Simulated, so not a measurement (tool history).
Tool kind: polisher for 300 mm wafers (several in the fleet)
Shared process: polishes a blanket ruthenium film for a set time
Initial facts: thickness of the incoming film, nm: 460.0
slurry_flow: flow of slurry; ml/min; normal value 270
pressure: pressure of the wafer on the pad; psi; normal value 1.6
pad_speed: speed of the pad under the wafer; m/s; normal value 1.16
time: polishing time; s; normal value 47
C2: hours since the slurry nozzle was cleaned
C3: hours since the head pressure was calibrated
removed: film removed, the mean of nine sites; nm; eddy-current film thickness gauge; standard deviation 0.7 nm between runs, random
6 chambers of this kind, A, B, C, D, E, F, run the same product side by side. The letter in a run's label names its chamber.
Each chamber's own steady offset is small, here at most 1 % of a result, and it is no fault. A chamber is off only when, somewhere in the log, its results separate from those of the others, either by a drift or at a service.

At hour 10.6: chamber D: slurry nozzle cleaned.
At hour 12.0: chamber E: head pressure recalibrated.
Run 1A, hour 13.3: usual settings; wafers polished on this pad 330; C2 341.7; C3 225.5. Result: removed 49.400 nm.
Run 2F, hour 23.3: usual settings; wafers polished on this pad 287; C2 100.2; C3 453.4. Result: removed 51.837 nm.
Run 3D, hour 35.0: usual settings; wafers polished on this pad 1081; C2 24.4; C3 1209.8. Result: removed 49.320 nm.
At hour 38.1: chamber E: worn pad replaced by a new one.
Run 4E, hour 44.4: usual settings; wafers polished on this pad 71; C2 484.4; C3 32.4. Result: removed 49.695 nm.
At hour 55.9: chamber D: worn pad replaced by a new one.
Run 5C, hour 56.0: usual settings; wafers polished on this pad 858; C2 96.6; C3 95.2. Result: removed 50.197 nm.
At hour 56.8: chamber A: worn pad replaced by a new one.
At hour 60.6: chamber B: worn pad replaced by a new one.
At hour 62.7: chamber C: worn pad replaced by a new one.
Run 6B, hour 63.9: usual settings; wafers polished on this pad 36; C2 149.1; C3 342.5. Result: removed 48.280 nm.
Run 7B, hour 70.8: usual settings; wafers polished on this pad 114; C2 156.0; C3 349.4. Result: removed 47.850 nm.
Run 8A, hour 78.1: usual settings but slurry_flow 205 ml/min, pad_speed 1.00 m/s; wafers polished on this pad 239; C2 406.5; C3 290.3. Result: removed 40.439 nm.
Run 9D, hour 85.6: usual settings but slurry_flow 205 ml/min, pad_speed 1.00 m/s; wafers polished on this pad 332; C2 75.0; C3 1260.4. Result: removed 41.145 nm.
Run 10F, hour 96.2: usual settings but slurry_flow 205 ml/min, pad_speed 1.00 m/s; wafers polished on this pad 1103; C2 173.1; C3 526.3. Result: removed 41.558 nm.
At hour 102.7: chamber F: worn pad replaced by a new one.
Run 11E, hour 104.3: usual settings but slurry_flow 205 ml/min, pad_speed 1.00 m/s; wafers polished on this pad 741; C2 544.3; C3 92.3. Result: removed 41.024 nm.
Run 12C, hour 110.5: usual settings but slurry_flow 205 ml/min, pad_speed 1.00 m/s; wafers polished on this pad 535; C2 151.1; C3 149.7. Result: removed 41.736 nm.
At hour 110.9: chamber D: head pressure recalibrated.
Run 13D, hour 118.9: usual settings but slurry_flow 205 ml/min, pad_speed 1.00 m/s; wafers polished on this pad 705; C2 108.3; C3 8.1. Result: removed 41.091 nm.
At hour 122.2: chamber E: worn pad replaced by a new one.
At hour 127.9: chamber A: slurry nozzle cleaned.
Run 14B, hour 130.1: usual settings but slurry_flow 220 ml/min; wafers polished on this pad 777; C2 215.3; C3 408.7. Result: removed 47.790 nm.
Run 15E, hour 140.7: usual settings but slurry_flow 220 ml/min; wafers polished on this pad 207; C2 580.7; C3 128.7. Result: removed 47.422 nm.
At hour 145.1: chamber C: worn pad replaced by a new one.
Run 16A, hour 147.8: usual settings but slurry_flow 220 ml/min; wafers polished on this pad 1019; C2 20.0; C3 360.0. Result: removed 49.453 nm.
At hour 148.2: chamber A: worn pad replaced by a new one.
At hour 153.6: chamber B: worn pad replaced by a new one.
Run 17C, hour 158.8: usual settings but slurry_flow 220 ml/min; wafers polished on this pad 154; C2 199.4; C3 198.0. Result: removed 48.974 nm.
Run 18F, hour 165.8: usual settings but slurry_flow 220 ml/min; wafers polished on this pad 706; C2 242.7; C3 595.9. Result: removed 48.809 nm.
At hour 172.4: chamber D: worn pad replaced by a new one.
Run 19C, hour 176.4: usual settings but slurry_flow 220 ml/min; wafers polished on this pad 351; C2 217.0; C3 215.6. Result: removed 49.226 nm.
Run 20E, hour 189.3: usual settings; wafers polished on this pad 751; C2 629.3; C3 177.3. Result: removed 50.572 nm.
Run 21D, hour 196.6: usual settings; wafers polished on this pad 271; C2 186.0; C3 85.8. Result: removed 48.606 nm.
At hour 201.5: chamber E: worn pad replaced by a new one.
At hour 206.6: chamber F: worn pad replaced by a new one.
Run 22B, hour 207.0: usual settings; wafers polished on this pad 598; C2 292.2; C3 485.6. Result: removed 49.725 nm.
Run 23F, hour 218.2: usual settings but pressure 1.9 psi, pad_speed 0.78 m/s; wafers polished on this pad 129; C2 295.1; C3 648.3. Result: removed 39.716 nm.
At hour 224.9: chamber C: worn pad replaced by a new one.
At hour 226.7: chamber B: worn pad replaced by a new one.
Run 24A, hour 227.0: usual settings but pressure 1.9 psi, pad_speed 0.78 m/s; wafers polished on this pad 883; C2 99.2; C3 439.2. Result: removed 42.017 nm.
At hour 230.8: chamber A: worn pad replaced by a new one.
Run 25D, hour 240.5: usual settings but pressure 1.9 psi, pad_speed 0.78 m/s; wafers polished on this pad 762; C2 229.9; C3 129.7. Result: removed 40.217 nm.
Run 26A, hour 246.6: usual settings but pressure 1.9 psi, pad_speed 0.78 m/s; wafers polished on this pad 177; C2 118.8; C3 458.8. Result: removed 41.213 nm.
At hour 250.6: chamber F: head pressure recalibrated.
Run 27C, hour 258.6: usual settings but pressure 1.9 psi, pad_speed 0.78 m/s; wafers polished on this pad 377; C2 299.2; C3 297.8. Result: removed 40.170 nm.
At hour 269.0: chamber D: worn pad replaced by a new one.
Run 28B, hour 272.5: usual settings but pressure 1.9 psi, pad_speed 0.78 m/s; wafers polished on this pad 513; C2 357.7; C3 551.1. Result: removed 39.926 nm.
At hour 279.3: chamber E: worn pad replaced by a new one.
Run 29E, hour 280.5: usual settings; wafers polished on this pad 13; C2 720.5; C3 268.5. Result: removed 49.408 nm.
Run 30F, hour 289.4: usual settings; wafers polished on this pad 926; C2 366.3; C3 38.9. Result: removed 49.945 nm.
Run 31A, hour 296.7: usual settings; wafers polished on this pad 738; C2 168.9; C3 508.9. Result: removed 52.801 nm.
At hour 299.0: chamber F: worn pad replaced by a new one.
At hour 306.3: chamber C: worn pad replaced by a new one.
Run 32B, hour 306.8: usual settings; wafers polished on this pad 897; C2 392.0; C3 585.4. Result: removed 48.851 nm.
At hour 316.4: chamber B: worn pad replaced by a new one.
Run 33E, hour 317.1: usual settings; wafers polished on this pad 423; C2 757.1; C3 305.1. Result: removed 49.609 nm.
Run 34D, hour 327.5: usual settings; wafers polished on this pad 654; C2 316.9; C3 216.7. Result: removed 49.848 nm.
At hour 331.8: chamber B: head pressure recalibrated.
Run 35C, hour 339.9: usual settings; wafers polished on this pad 376; C2 380.5; C3 379.1. Result: removed 50.326 nm.
At hour 341.8: chamber D: slurry nozzle cleaned.
Run 36F, hour 351.6: usual settings; wafers polished on this pad 589; C2 428.5; C3 101.1. Result: removed 49.966 nm.
Run 37D, hour 358.4: usual settings; wafers polished on this pad 1000; C2 16.6; C3 247.6. Result: removed 49.890 nm.
Run 38F, hour 369.2: usual settings but pressure 1.3 psi, pad_speed 1.52 m/s; wafers polished on this pad 786; C2 446.1; C3 118.7. Result: removed 53.625 nm.
Run 39B, hour 378.7: usual settings but pressure 1.3 psi, pad_speed 1.52 m/s; wafers polished on this pad 697; C2 463.9; C3 47.0. Result: removed 52.708 nm.

The same settings go to every chamber for the next run, one line per chamber below. Forecast the results for each:
Run 40A, hour 388.8: usual settings but pad_speed 1.40 m/s. Result: removed ?.
Run 40B, hour 388.8: usual settings but pad_speed 1.40 m/s. Result: removed ?.
Run 40C, hour 388.8: usual settings but pad_speed 1.40 m/s. Result: removed ?.
Run 40D, hour 388.8: usual settings but pad_speed 1.40 m/s. Result: removed ?.
Run 40E, hour 388.8: usual settings but pad_speed 1.40 m/s. Result: removed ?.
Run 40F, hour 388.8: usual settings but pad_speed 1.40 m/s. Result: removed ?.

run  removed
40A   65.295
40B   59.260
40C   60.493
40D   59.078
40E   58.734
40F   58.989
